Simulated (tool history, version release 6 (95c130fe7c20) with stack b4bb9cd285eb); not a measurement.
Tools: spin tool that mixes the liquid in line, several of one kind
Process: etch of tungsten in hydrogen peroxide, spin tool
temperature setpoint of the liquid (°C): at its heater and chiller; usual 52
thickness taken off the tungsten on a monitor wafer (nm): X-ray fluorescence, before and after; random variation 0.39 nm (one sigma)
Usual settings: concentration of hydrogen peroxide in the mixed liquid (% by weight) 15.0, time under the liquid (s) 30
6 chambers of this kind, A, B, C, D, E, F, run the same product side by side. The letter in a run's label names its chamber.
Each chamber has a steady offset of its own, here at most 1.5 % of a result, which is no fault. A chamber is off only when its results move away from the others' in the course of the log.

run	day	temperature setpoint of the liquid (°C)	concentration of hydrogen peroxide in the mixed liquid (% by weight)	time under the liquid (s)	read-back film thickness of the tungsten reference wafer, read on the same gauge (nm)	thickness taken off the tungsten on a monitor wafer (nm)
# day 0.138: chamber B: new drum of peroxide connected
# day 0.146: chamber D: heated supply line repaired
1C	0.283	52	15.0	30	90.023	46.815
2A	0.504	52	15.0	30	90.016	47.057
3E	0.858	52	15.0	30	90.009	45.245
4B	1.250	52	15.0	30	89.990	45.465
5D	1.504	52	18.0	30	90.023	51.042
6F	1.683	52	18.0	30	89.996	51.571
7D	1.954	52	18.0	30	90.001	50.862
8C	2.275	52	18.0	30	89.981	50.833
9F	2.492	52	18.0	30	89.979	51.623
10E	2.662	52	18.0	30	90.046	50.421
11B	2.883	52	15.0	30	90.004	45.649
12A	3.088	52	15.0	30	90.017	46.428
13B	3.254	52	15.0	30	89.976	46.013
14A	3.512	52	15.0	30	89.958	47.065
# day 3.542: chamber F: heated supply line repaired
15C	3.808	52	18.5	50	89.976	84.709
# day 3.925: chamber D: new drum of peroxide connected
16D	4.092	52	18.5	50	90.040	85.381
17E	4.354	52	18.5	50	90.003	85.750
18F	4.646	52	18.5	50	90.019	86.775
19B	4.929	52	18.5	50	89.976	84.727
# day 5.004: chamber D: peroxide flow meter replaced
# day 5.075: chamber F: peroxide flow meter replaced
20C	5.150	52	18.5	50	89.978	83.363
# day 5.421: chamber A: peroxide flow meter replaced
21D	5.525	52	15.0	30	90.026	46.698
22A	5.788	52	15.0	30	89.995	46.895
23F	6.017	52	15.0	30	89.970	46.828
24E	6.254	52	15.0	30	89.992	45.921
25F	6.588	52	15.0	30	90.033	46.756
# day 6.654: chamber C: thermometer replaced
26B	6.908	52	15.0	30	90.022	46.126
27A	7.225	52	15.0	30	90.001	46.444
28E	7.400	59	15.0	45	89.972	104.290
29C	7.588	59	15.0	45	89.985	99.590
30D	7.867	59	15.0	45	90.019	105.790
31B	8.175	59	15.0	45	89.965	103.840
32C	8.500	59	15.0	45	89.996	100.320
33A	8.700	59	15.0	45	89.991	106.320
34D	8.904	52	15.0	30	90.019	46.953
35E	9.158	52	12.0	40	89.966	55.000
36F	9.504	52	12.0	40	90.043	55.879

All 6 chambers run these settings next. Forecast each chamber's results:
37A	9.783	52	15.0	30		?
37B	9.783	52	15.0	30		?
37C	9.783	52	15.0	30		?
37D	9.783	52	15.0	30		?
37E	9.783	52	15.0	30		?
37F	9.783	52	15.0	30		?

run	thickness taken off the tungsten on a monitor wafer (nm)
37A	46.628
37B	46.284
37C	44.078
37D	46.811
37E	45.611
37F	47.073
